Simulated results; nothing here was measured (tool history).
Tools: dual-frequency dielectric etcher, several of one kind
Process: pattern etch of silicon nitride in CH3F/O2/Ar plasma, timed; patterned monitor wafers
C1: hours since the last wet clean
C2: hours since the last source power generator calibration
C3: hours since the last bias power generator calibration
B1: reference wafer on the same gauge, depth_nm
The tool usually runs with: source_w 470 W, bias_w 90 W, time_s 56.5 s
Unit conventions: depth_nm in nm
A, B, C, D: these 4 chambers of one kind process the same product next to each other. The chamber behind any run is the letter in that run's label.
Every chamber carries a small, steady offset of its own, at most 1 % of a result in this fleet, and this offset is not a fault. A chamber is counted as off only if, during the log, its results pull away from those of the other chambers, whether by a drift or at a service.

{"run": "1A", "day": 0.246, "source_w": 470, "bias_w": 90, "time_s": 56.5, "C1": 449.8, "C2": 2240.3, "C3": 697.0, "B1": 49.26, "depth_nm": 45.882}
{"run": "2C", "day": 0.475, "source_w": 470, "bias_w": 90, "time_s": 56.5, "C1": 245.0, "C2": 1548.0, "C3": 386.2, "B1": 49.216, "depth_nm": 45.433}
{"run": "3D", "day": 0.862, "source_w": 470, "bias_w": 90, "time_s": 56.5, "C1": 265.8, "C2": 384.4, "C3": 1148.2, "B1": 49.173, "depth_nm": 45.464}
{"run": "4B", "day": 1.1, "source_w": 470, "bias_w": 90, "time_s": 56.5, "C1": 337.9, "C2": 2926.9, "C3": 958.2, "B1": 49.187, "depth_nm": 45.409}
{"run": "5A", "day": 1.312, "source_w": 470, "bias_w": 90, "time_s": 56.5, "C1": 475.4, "C2": 2265.9, "C3": 722.6, "B1": 49.172, "depth_nm": 45.761}
{"day": 1.371, "done": "chamber A: source power generator calibrated"}
{"run": "6D", "day": 1.721, "source_w": 470, "bias_w": 90, "time_s": 56.5, "C1": 286.4, "C2": 405.0, "C3": 1168.8, "B1": 49.181, "depth_nm": 44.905}
{"day": 1.938, "done": "chamber A: wet clean of the chamber"}
{"run": "7C", "day": 1.954, "source_w": 470, "bias_w": 90, "time_s": 56.5, "C1": 280.5, "C2": 1583.5, "C3": 421.7, "B1": 49.196, "depth_nm": 44.819}
{"run": "8B", "day": 2.358, "source_w": 470, "bias_w": 90, "time_s": 56.5, "C1": 368.1, "C2": 2957.1, "C3": 988.4, "B1": 49.185, "depth_nm": 45.807}
{"run": "9C", "day": 2.638, "source_w": 470, "bias_w": 90, "time_s": 56.5, "C1": 296.9, "C2": 1599.9, "C3": 438.1, "B1": 49.213, "depth_nm": 45.233}
{"run": "10B", "day": 2.867, "source_w": 470, "bias_w": 90, "time_s": 68.5, "C1": 380.3, "C2": 2969.3, "C3": 1000.6, "B1": 49.173, "depth_nm": 54.978}
{"run": "11A", "day": 3.196, "source_w": 470, "bias_w": 90, "time_s": 68.5, "C1": 30.3, "C2": 43.9, "C3": 767.8, "B1": 49.179, "depth_nm": 55.558}
{"run": "12D", "day": 3.504, "source_w": 470, "bias_w": 90, "time_s": 68.5, "C1": 329.2, "C2": 447.8, "C3": 1211.6, "B1": 49.161, "depth_nm": 54.707}
{"run": "13C", "day": 3.904, "source_w": 470, "bias_w": 90, "time_s": 68.5, "C1": 327.3, "C2": 1630.3, "C3": 468.5, "B1": 49.244, "depth_nm": 54.405}
{"run": "14A", "day": 4.329, "source_w": 470, "bias_w": 90, "time_s": 56.5, "C1": 57.5, "C2": 71.1, "C3": 795.0, "B1": 49.199, "depth_nm": 45.484}
{"run": "15D", "day": 4.579, "source_w": 470, "bias_w": 90, "time_s": 56.5, "C1": 355.0, "C2": 473.6, "C3": 1237.4, "B1": 49.186, "depth_nm": 45.523}
{"run": "16B", "day": 4.804, "source_w": 470, "bias_w": 90, "time_s": 56.5, "C1": 426.8, "C2": 3015.8, "C3": 1047.1, "B1": 49.265, "depth_nm": 45.619}
{"run": "17C", "day": 5.004, "source_w": 380, "bias_w": 71, "time_s": 56.5, "C1": 353.7, "C2": 1656.7, "C3": 494.9, "B1": 49.197, "depth_nm": 37.782}
{"run": "18B", "day": 5.25, "source_w": 380, "bias_w": 71, "time_s": 56.5, "C1": 437.5, "C2": 3026.5, "C3": 1057.8, "B1": 49.176, "depth_nm": 38.689}
{"day": 5.592, "done": "chamber B: wet clean of the chamber"}
{"run": "19D", "day": 5.617, "source_w": 380, "bias_w": 71, "time_s": 56.5, "C1": 379.9, "C2": 498.5, "C3": 1262.3, "B1": 49.246, "depth_nm": 38.486}
{"run": "20A", "day": 6.0, "source_w": 380, "bias_w": 71, "time_s": 56.5, "C1": 97.6, "C2": 111.2, "C3": 835.1, "B1": 49.2, "depth_nm": 38.894}
{"run": "21C", "day": 6.221, "source_w": 470, "bias_w": 90, "time_s": 56.5, "C1": 382.9, "C2": 1685.9, "C3": 524.1, "B1": 49.209, "depth_nm": 43.868}
{"run": "22A", "day": 6.504, "source_w": 470, "bias_w": 90, "time_s": 56.5, "C1": 109.7, "C2": 123.3, "C3": 847.2, "B1": 49.245, "depth_nm": 45.466}
{"run": "23D", "day": 6.904, "source_w": 470, "bias_w": 90, "time_s": 56.5, "C1": 410.8, "C2": 529.4, "C3": 1293.2, "B1": 49.162, "depth_nm": 44.908}
{"run": "24B", "day": 7.175, "source_w": 470, "bias_w": 90, "time_s": 56.5, "C1": 38.1, "C2": 3072.7, "C3": 1104.0, "B1": 49.215, "depth_nm": 45.552}
{"run": "25B", "day": 7.475, "source_w": 470, "bias_w": 90, "time_s": 56.5, "C1": 45.3, "C2": 3079.9, "C3": 1111.2, "B1": 49.199, "depth_nm": 45.017}
{"run": "26A", "day": 7.796, "source_w": 470, "bias_w": 90, "time_s": 56.5, "C1": 140.7, "C2": 154.3, "C3": 878.2, "B1": 49.21, "depth_nm": 45.351}
{"run": "27D", "day": 8.229, "source_w": 470, "bias_w": 105, "time_s": 56.5, "C1": 442.6, "C2": 561.2, "C3": 1325.0, "B1": 49.154, "depth_nm": 47.652}
{"run": "28C", "day": 8.442, "source_w": 470, "bias_w": 105, "time_s": 56.5, "C1": 436.2, "C2": 1739.2, "C3": 577.4, "B1": 49.139, "depth_nm": 46.583}
{"run": "29A", "day": 8.771, "source_w": 470, "bias_w": 105, "time_s": 56.5, "C1": 164.1, "C2": 177.7, "C3": 901.6, "B1": 49.206, "depth_nm": 48.47}
{"run": "30D", "day": 9.0, "source_w": 470, "bias_w": 105, "time_s": 56.5, "C1": 461.1, "C2": 579.7, "C3": 1343.5, "B1": 49.224, "depth_nm": 47.988}
{"run": "31C", "day": 9.238, "source_w": 470, "bias_w": 90, "time_s": 56.5, "C1": 455.3, "C2": 1758.3, "C3": 596.5, "B1": 49.28, "depth_nm": 43.664}

Is one chamber out of step, is the gauge drifting, or do the chambers differ by no more than their own small offsets? For an off chamber, give its letter and the likeliest cause.

It is chamber C that slowly wanders off from its peers.
Cause: etch rate under this chamber's usual, % = 3.25.

Chamber C could run next with any of the 4 candidate recipes listed below; each alters the usual settings, and their results appear as question marks. Which one brings its results back in line with what the other chambers deliver on the usual settings?
In line here means within this much of the mean the other chambers give on the usual settings: depth_nm 0.770 nm
{"run": "32C-1", "day": 9.562, "source_w": 470, "bias_w": 90, "time_s": 56.0, "depth_nm": "?"}
{"run": "32C-2", "day": 9.562, "source_w": 470, "bias_w": 90, "time_s": 57.0, "depth_nm": "?"}
{"run": "32C-3", "day": 9.562, "source_w": 500, "bias_w": 94, "time_s": 56.5, "depth_nm": "?"}
{"run": "32C-4", "day": 9.562, "source_w": 470, "bias_w": 90, "time_s": 54.5, "depth_nm": "?"}

The mean the other chambers reach with the usual settings: depth_nm 45.452 nm
run=32C-1 depth_nm=43.313
run=32C-2 depth_nm=44.087
run=32C-3 depth_nm=45.431
run=32C-4 depth_nm=42.153
The answer is 32C-3, which returns the chamber to within the allowed miss of the others.
